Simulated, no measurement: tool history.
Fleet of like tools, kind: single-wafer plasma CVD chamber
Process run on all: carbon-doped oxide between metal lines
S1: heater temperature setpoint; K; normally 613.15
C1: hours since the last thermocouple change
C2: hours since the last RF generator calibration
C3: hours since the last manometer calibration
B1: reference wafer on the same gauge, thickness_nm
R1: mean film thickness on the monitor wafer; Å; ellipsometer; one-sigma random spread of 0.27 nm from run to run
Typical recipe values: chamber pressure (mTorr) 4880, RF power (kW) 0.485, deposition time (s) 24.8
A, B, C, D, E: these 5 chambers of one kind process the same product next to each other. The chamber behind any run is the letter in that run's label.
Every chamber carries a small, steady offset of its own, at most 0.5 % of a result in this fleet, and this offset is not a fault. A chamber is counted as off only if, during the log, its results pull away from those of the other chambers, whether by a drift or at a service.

Run 1D, day 0.167: usual settings; C1 1592.3; C2 469.9; C3 42.1; B1 151. Result: R1 1281.9 Å.
Run 2B, day 0.292: usual settings; C1 359.2; C2 954.9; C3 37.2; B1 151.02. Result: R1 1272.6 Å.
Run 3C, day 0.388: usual settings; C1 989.5; C2 463.2; C3 1610; B1 151.06. Result: R1 1287.4 Å.
Run 4A, day 0.546: usual settings; C1 952.5; C2 1149.3; C3 1630.3; B1 151.03. Result: R1 1270.5 Å.
Run 5E, day 0.742: usual settings; C1 754; C2 975.9; C3 2093; B1 150.97. Result: R1 1280.3 Å.
Run 6C, day 0.917: usual settings; C1 1002.2; C2 475.9; C3 1622.7; B1 150.96. Result: R1 1288.1 Å.
Run 7A, day 1.038: usual settings; C1 964.3; C2 1161.1; C3 1642.1; B1 151.05. Result: R1 1274 Å.
Run 8B, day 1.25: usual settings; C1 382.2; C2 977.9; C3 60.2; B1 151.02. Result: R1 1276.9 Å.
Run 9D, day 1.408: usual settings; C1 1622.1; C2 499.7; C3 71.9; B1 150.95. Result: R1 1284.3 Å.
Run 10E, day 1.617: usual settings; C1 775; C2 996.9; C3 2114; B1 150.96. Result: R1 1277.2 Å.
Run 11E, day 1.738: usual settings; C1 777.9; C2 999.8; C3 2116.9; B1 151.01. Result: R1 1276.8 Å.
Run 12A, day 1.858: usual settings; C1 984; C2 1180.8; C3 1661.8; B1 151.09. Result: R1 1272.5 Å.
Run 13D, day 1.992: usual settings; C1 1636.1; C2 513.7; C3 85.9; B1 151.03. Result: R1 1285 Å.
At day 2.071: chamber C: thermocouple changed; heater temperature recalibrated.
Run 14B, day 2.112: usual settings; C1 402.9; C2 998.6; C3 80.9; B1 151.05. Result: R1 1272.5 Å.
At day 2.171: chamber C: capacitance manometer re-zeroed and calibrated.
Run 15C, day 2.308: usual settings; C1 5.8; C2 509.3; C3 3.3; B1 151.08. Result: R1 1259.2 Å.
Run 16B, day 2.417: usual settings; C1 410.2; C2 1005.9; C3 88.2; B1 151.03. Result: R1 1273.1 Å.
Run 17D, day 2.579: usual settings; C1 1650.2; C2 527.8; C3 100; B1 151. Result: R1 1279.7 Å.
Run 18A, day 2.783: usual settings; C1 1006.2; C2 1203; C3 1684; B1 150.99. Result: R1 1275.9 Å.
Run 19E, day 2.992: usual settings; C1 808; C2 1029.9; C3 2147; B1 150.98. Result: R1 1280.7 Å.
Run 20C, day 3.192: usual settings; C1 27; C2 530.5; C3 24.5; B1 150.95. Result: R1 1261 Å.
Run 21B, day 3.362: usual settings; C1 432.9; C2 1028.6; C3 110.9; B1 151.02. Result: R1 1270.7 Å.
Run 22D, day 3.554: usual settings; C1 1673.6; C2 551.2; C3 123.4; B1 150.96. Result: R1 1282 Å.
Run 23A, day 3.683: usual settings; C1 1027.8; C2 1224.6; C3 1705.6; B1 150.93. Result: R1 1272.5 Å.
Run 24E, day 3.867: usual settings; C1 829; C2 1050.9; C3 2168; B1 150.97. Result: R1 1282.7 Å.
Run 25C, day 3.975: usual settings but chamber pressure (mTorr) 5720, deposition time (s) 21; C1 45.8; C2 549.3; C3 43.3; B1 151.04. Result: R1 1090.7 Å.
Run 26A, day 4.121: usual settings but chamber pressure (mTorr) 5720, deposition time (s) 21; C1 1038.3; C2 1235.1; C3 1716.1; B1 150.95. Result: R1 1102.6 Å.
Run 27E, day 4.254: usual settings but chamber pressure (mTorr) 5720, deposition time (s) 21; C1 838.3; C2 1060.2; C3 2177.3; B1 151. Result: R1 1112.6 Å.
Run 28B, day 4.425: usual settings but chamber pressure (mTorr) 5720, deposition time (s) 21; C1 458.4; C2 1054.1; C3 136.4; B1 150.98. Result: R1 1105.6 Å.
Run 29C, day 4.525: usual settings but chamber pressure (mTorr) 5720, deposition time (s) 21; C1 59; C2 562.5; C3 56.5; B1 150.93. Result: R1 1095.8 Å.
Run 30D, day 4.742: usual settings but RF power (kW) 0.53; C1 1702.1; C2 579.7; C3 151.9; B1 151. Result: R1 1355.4 Å.
Run 31E, day 4.933: usual settings but RF power (kW) 0.53; C1 854.6; C2 1076.5; C3 2193.6; B1 151.04. Result: R1 1355.9 Å.
Run 32A, day 5.108: usual settings but RF power (kW) 0.53; C1 1062; C2 1258.8; C3 1739.8; B1 150.9. Result: R1 1344.1 Å.
Run 33B, day 5.233: usual settings but RF power (kW) 0.53; C1 477.8; C2 1073.5; C3 155.8; B1 151.03. Result: R1 1351.5 Å.
Run 34C, day 5.396: usual settings but RF power (kW) 0.53; C1 79.9; C2 583.4; C3 77.4; B1 151. Result: R1 1333.5 Å.
Run 35D, day 5.521: usual settings; C1 1720.8; C2 598.4; C3 170.6; B1 150.99. Result: R1 1276.1 Å.
Run 36D, day 5.717: usual settings; C1 1725.5; C2 603.1; C3 175.3; B1 150.95. Result: R1 1284.7 Å.

Which is it: a chamber that has drifted or been left off by a service, a gauge drift common to all chambers, or only each chamber's usual small offset? If a chamber is off, name it and its likeliest cause.

A service left chamber C off against the others.
What lies behind it: wafer temperature above the value expected at the setpoint (K) = 5.81.

Here are 4 candidates for chamber C's next run, each the usual settings with a change, their results left as question marks. Which one brings its results back in line with what the others give on the usual settings?
To be in line, a result may differ from the other chambers' mean on the usual settings by at most: R1 10 Å
Run 37C-1, day 5.875: usual settings but chamber pressure (mTorr) 4900, RF power (kW) 0.49, deposition time (s) 25.3. Result: R1 ?.
Run 37C-2, day 5.875: usual settings but chamber pressure (mTorr) 4870, RF power (kW) 0.48, deposition time (s) 24.6. Result: R1 ?.
Run 37C-3, day 5.875: usual settings but chamber pressure (mTorr) 4860, RF power (kW) 0.48, deposition time (s) 24.3. Result: R1 ?.
Run 37C-4, day 5.875: usual settings but S1 609.15 K. Result: R1 ?.

On the usual settings, the other chambers give on average: R1 1277.6 Å
  run      R1
37C-1  1296.5
37C-2  1243.5
37C-3  1228.2
37C-4  1277.3
The answer is 37C-4, which returns the chamber to within the allowed miss of the others.
